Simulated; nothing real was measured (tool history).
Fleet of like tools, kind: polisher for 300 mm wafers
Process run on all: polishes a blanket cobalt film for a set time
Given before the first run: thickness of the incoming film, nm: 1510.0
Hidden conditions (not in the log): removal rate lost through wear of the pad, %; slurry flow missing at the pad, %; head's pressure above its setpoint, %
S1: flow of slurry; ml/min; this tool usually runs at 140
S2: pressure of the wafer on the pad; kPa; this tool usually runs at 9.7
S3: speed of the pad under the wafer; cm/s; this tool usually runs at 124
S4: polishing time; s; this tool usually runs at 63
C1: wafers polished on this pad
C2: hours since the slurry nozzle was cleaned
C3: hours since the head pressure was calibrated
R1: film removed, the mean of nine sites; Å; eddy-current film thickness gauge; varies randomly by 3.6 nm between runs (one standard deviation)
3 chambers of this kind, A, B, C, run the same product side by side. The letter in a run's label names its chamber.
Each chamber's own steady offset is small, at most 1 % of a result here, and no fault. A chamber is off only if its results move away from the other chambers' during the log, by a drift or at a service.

run 1C hour=8.9 | S1=140 S2=9.7 S3=124 S4=63 | C1=271 C2=73.1 C3=543.7 | R1=2933.6
-- hour=12.2 chamber A: worn pad replaced by a new one
run 2B hour=15 | S1=140 S2=9.7 S3=124 S4=63 | C1=249 C2=362.4 C3=429.7 | R1=2947.7
run 3A hour=23.8 | S1=140 S2=9.7 S3=124 S4=63 | C1=131 C2=341.1 C3=185.5 | R1=2903.7
run 4C hour=29.3 | S1=140 S2=9.7 S3=124 S4=63 | C1=501 C2=93.5 C3=564.1 | R1=2948.6
-- hour=35.5 chamber A: slurry nozzle cleaned
run 5B hour=36.8 | S1=140 S2=9.7 S3=124 S4=63 | C1=495 C2=384.2 C3=451.5 | R1=2928.5
run 6A hour=41.5 | S1=140 S2=9.7 S3=124 S4=63 | C1=331 C2=6.1 C3=203.2 | R1=2912.1
run 7C hour=48.7 | S1=140 S2=11 S3=124 S4=63 | C1=720 C2=112.9 C3=583.5 | R1=3348.6
run 8B hour=53.9 | S1=140 S2=11 S3=124 S4=63 | C1=688 C2=401.3 C3=468.6 | R1=3321.4
-- hour=55.8 chamber B: worn pad replaced by a new one
run 9A hour=62.1 | S1=140 S2=11 S3=124 S4=63 | C1=563 C2=26.7 C3=223.8 | R1=3408.5
run 10B hour=68.1 | S1=140 S2=9.7 S3=124 S4=63 | C1=139 C2=415.5 C3=482.8 | R1=2904.8
run 11A hour=75.3 | S1=140 S2=9.7 S3=124 S4=63 | C1=712 C2=39.9 C3=237 | R1=2927
run 12C hour=80.9 | S1=140 S2=9.7 S3=124 S4=63 | C1=1084 C2=145.1 C3=615.7 | R1=2836.1
run 13C hour=86.3 | S1=140 S2=9.7 S3=124 S4=63 | C1=1145 C2=150.5 C3=621.1 | R1=2899
run 14A hour=91.7 | S1=140 S2=9.7 S3=124 S4=63 | C1=897 C2=56.3 C3=253.4 | R1=2904.5
run 15B hour=100.6 | S1=140 S2=9.7 S3=124 S4=63 | C1=506 C2=448 C3=515.3 | R1=2914
-- hour=105.3 chamber B: worn pad replaced by a new one
run 16A hour=107.2 | S1=140 S2=9.7 S3=124 S4=63 | C1=1072 C2=71.8 C3=268.9 | R1=2979.4
run 17B hour=112.3 | S1=140 S2=9.7 S3=124 S4=80 | C1=79 C2=459.7 C3=527 | R1=3706.9
run 18C hour=117.9 | S1=140 S2=9.7 S3=124 S4=80 | C1=1501 C2=182.1 C3=652.7 | R1=3497.8
-- hour=121.8 chamber A: worn pad replaced by a new one
run 19C hour=123.7 | S1=140 S2=9.7 S3=124 S4=80 | C1=1567 C2=187.9 C3=658.5 | R1=3513.6
run 20B hour=131.6 | S1=140 S2=9.7 S3=124 S4=63 | C1=297 C2=479 C3=546.3 | R1=2938.8
run 21A hour=139.4 | S1=140 S2=9.7 S3=124 S4=63 | C1=198 C2=104 C3=301.1 | R1=2883.8
run 22B hour=146.6 | S1=140 S2=9.7 S3=106 S4=63 | C1=467 C2=494 C3=561.3 | R1=2492.3
run 23A hour=154.6 | S1=140 S2=9.7 S3=106 S4=63 | C1=370 C2=119.2 C3=316.3 | R1=2543
run 24C hour=158.8 | S1=140 S2=9.7 S3=106 S4=63 | C1=1963 C2=223 C3=693.6 | R1=2332.7
run 25B hour=165.3 | S1=140 S2=9.7 S3=124 S4=63 | C1=678 C2=512.7 C3=580 | R1=2916.7
run 26C hour=170.2 | S1=140 S2=9.7 S3=124 S4=63 | C1=2091 C2=234.4 C3=705 | R1=2605.9
run 27A hour=175.1 | S1=140 S2=6.9 S3=124 S4=54 | C1=601 C2=139.7 C3=336.8 | R1=1791.4
run 28A hour=179.9 | S1=140 S2=6.9 S3=124 S4=54 | C1=655 C2=144.5 C3=341.6 | R1=1801.2

What goes on in this fleet: one chamber off, a drifting gauge, or nothing beyond the chambers' own small offsets? Name the chamber and the cause, if any.

Little by little, chamber C moves away from the other chambers.
Cause: removal rate lost through wear of the pad, % = 11.1.
Not necessarily distinguishable in this log from: slurry flow missing at the pad, %; head's pressure below its setpoint, %.

Below are 4 candidate recipes for chamber C's next run, each the usual settings with a change, their results shown as question marks. Which of them brings C's results back in line with what the other chambers give on the usual settings?
A result is in line if it is within this distance of the other chambers' mean on the usual settings: R1 130 Å
run 29C-1 hour=186.7 | S1=140 S2=9.7 S3=138 S4=63 | R1=?
run 29C-2 hour=186.7 | S1=140 S2=9.7 S3=110 S4=63 | R1=?
run 29C-3 hour=186.7 | S1=140 S2=9.7 S3=126 S4=64 | R1=?
run 29C-4 hour=186.7 | S1=140 S2=9.7 S3=122 S4=62 | R1=?

What the other chambers average on the usual settings: R1 2935.2 Å
run=29C-1 R1=2920.9
run=29C-2 R1=2320.3
run=29C-3 R1=2705.8
run=29C-4 R1=2536.8
Change 29C-1 lands the chamber within the allowed miss of the other chambers.
